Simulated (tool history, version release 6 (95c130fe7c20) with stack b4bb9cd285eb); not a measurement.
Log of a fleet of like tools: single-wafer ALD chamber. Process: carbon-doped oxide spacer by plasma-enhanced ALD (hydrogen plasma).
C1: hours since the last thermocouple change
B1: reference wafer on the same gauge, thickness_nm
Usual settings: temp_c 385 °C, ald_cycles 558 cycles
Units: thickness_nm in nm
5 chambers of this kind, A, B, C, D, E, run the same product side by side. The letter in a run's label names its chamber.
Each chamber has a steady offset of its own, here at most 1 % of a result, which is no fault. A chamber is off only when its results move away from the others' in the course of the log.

Run 1C, day 0.292: usual settings; C1 1286.3; B1 29.999. Result: thickness_nm 27.851 nm.
Run 2D, day 0.629: usual settings; C1 1410; B1 30.004. Result: thickness_nm 27.688 nm.
Run 3B, day 1.221: usual settings; C1 1714.2; B1 29.991. Result: thickness_nm 28.228 nm.
Run 4A, day 1.612: usual settings; C1 545.1; B1 30.001. Result: thickness_nm 28.045 nm.
Run 5E, day 2.088: usual settings; C1 816.9; B1 30.002. Result: thickness_nm 28.122 nm.
Run 6E, day 2.471: usual settings but ald_cycles 610 cycles; C1 826.1; B1 30.01. Result: thickness_nm 30.544 nm.
Run 7D, day 2.762: usual settings but ald_cycles 610 cycles; C1 1461.2; B1 30.043. Result: thickness_nm 30.23 nm.
Run 8A, day 3.238: usual settings but ald_cycles 610 cycles; C1 584.1; B1 30.01. Result: thickness_nm 30.564 nm.
Run 9C, day 3.721: usual settings but ald_cycles 610 cycles; C1 1368.6; B1 30.004. Result: thickness_nm 30.432 nm.
Run 10B, day 4.038: usual settings but ald_cycles 610 cycles; C1 1781.8; B1 30. Result: thickness_nm 30.522 nm.
Run 11E, day 4.367: usual settings; C1 871.6; B1 30.037. Result: thickness_nm 28.042 nm.
Run 12D, day 4.779: usual settings; C1 1509.6; B1 29.97. Result: thickness_nm 27.605 nm.
Run 13C, day 5.242: usual settings but temp_c 396 °C, ald_cycles 475 cycles; C1 1405.1; B1 30.018. Result: thickness_nm 23.757 nm.
Run 14B, day 5.575: usual settings but temp_c 396 °C, ald_cycles 475 cycles; C1 1818.7; B1 30.002. Result: thickness_nm 23.9 nm.
Run 15A, day 6.038: usual settings but temp_c 396 °C, ald_cycles 475 cycles; C1 651.3; B1 30.021. Result: thickness_nm 23.616 nm.
Run 16C, day 6.65: usual settings but temp_c 396 °C, ald_cycles 475 cycles; C1 1438.9; B1 29.996. Result: thickness_nm 23.834 nm.
Run 17E, day 7.129: usual settings but temp_c 396 °C, ald_cycles 475 cycles; C1 937.9; B1 30.008. Result: thickness_nm 23.94 nm.
Run 18B, day 7.733: usual settings; C1 1870.5; B1 29.997. Result: thickness_nm 28.016 nm.
Run 19D, day 8.133: usual settings; C1 1590.1; B1 30.016. Result: thickness_nm 27.669 nm.
Run 20A, day 8.654: usual settings but ald_cycles 635 cycles; C1 714.1; B1 30.013. Result: thickness_nm 31.692 nm.
Run 21B, day 9.258: usual settings but ald_cycles 635 cycles; C1 1907.1; B1 30.011. Result: thickness_nm 31.938 nm.
Run 22E, day 9.867: usual settings but ald_cycles 635 cycles; C1 1003.6; B1 29.964. Result: thickness_nm 31.804 nm.
Run 23C, day 10.488: usual settings but ald_cycles 635 cycles; C1 1531; B1 30.009. Result: thickness_nm 31.899 nm.
Run 24A, day 11: usual settings but ald_cycles 635 cycles; C1 770.4; B1 30.02. Result: thickness_nm 32.064 nm.
Run 25D, day 11.512: usual settings; C1 1671.2; B1 29.983. Result: thickness_nm 27.562 nm.
Run 26C, day 11.879: usual settings; C1 1564.4; B1 30.041. Result: thickness_nm 27.923 nm.
Run 27E, day 12.3: usual settings; C1 1062; B1 30.015. Result: thickness_nm 27.967 nm.
At day 12.638: chamber A: thermocouple changed; heater temperature recalibrated.
Run 28A, day 12.775: usual settings; C1 3.3; B1 30.008. Result: thickness_nm 28.126 nm.
Run 29B, day 13.121: usual settings; C1 1999.8; B1 30.027. Result: thickness_nm 28.113 nm.
Run 30D, day 13.508: usual settings; C1 1719.1; B1 30.042. Result: thickness_nm 27.579 nm.
Run 31B, day 13.812: usual settings; C1 2016.4; B1 29.974. Result: thickness_nm 28.06 nm.
Run 32C, day 14.233: usual settings; C1 1620.9; B1 30.006. Result: thickness_nm 27.885 nm.
Run 33E, day 14.638: usual settings; C1 1118.1; B1 29.969. Result: thickness_nm 27.966 nm.
Run 34A, day 15.038: usual settings; C1 57.6; B1 29.982. Result: thickness_nm 28.265 nm.
Run 35D, day 15.408: usual settings; C1 1764.7; B1 29.988. Result: thickness_nm 27.831 nm.
Run 36A, day 15.871: usual settings; C1 77.6; B1 29.993. Result: thickness_nm 27.968 nm.
At day 16.108: chamber B: thermocouple changed; heater temperature recalibrated.
Run 37E, day 16.4: usual settings; C1 1160.4; B1 30.016. Result: thickness_nm 28.062 nm.
Run 38C, day 16.712: usual settings; C1 1680.4; B1 30.006. Result: thickness_nm 27.825 nm.
Run 39D, day 17.292: usual settings; C1 1809.9; B1 29.995. Result: thickness_nm 27.668 nm.
Run 40B, day 17.779: usual settings; C1 40.1; B1 30.004. Result: thickness_nm 28.078 nm.
Run 41D, day 18.129: usual settings; C1 1830; B1 30.013. Result: thickness_nm 27.842 nm.

Next, every chamber runs the same settings. What will each give?
Run 42A, day 18.575: usual settings. Result: thickness_nm ?.
Run 42B, day 18.575: usual settings. Result: thickness_nm ?.
Run 42C, day 18.575: usual settings. Result: thickness_nm ?.
Run 42D, day 18.575: usual settings. Result: thickness_nm ?.
Run 42E, day 18.575: usual settings. Result: thickness_nm ?.

run  thickness_nm
42A        28.008
42B        28.042
42C         27.91
42D         27.73
42E        28.085

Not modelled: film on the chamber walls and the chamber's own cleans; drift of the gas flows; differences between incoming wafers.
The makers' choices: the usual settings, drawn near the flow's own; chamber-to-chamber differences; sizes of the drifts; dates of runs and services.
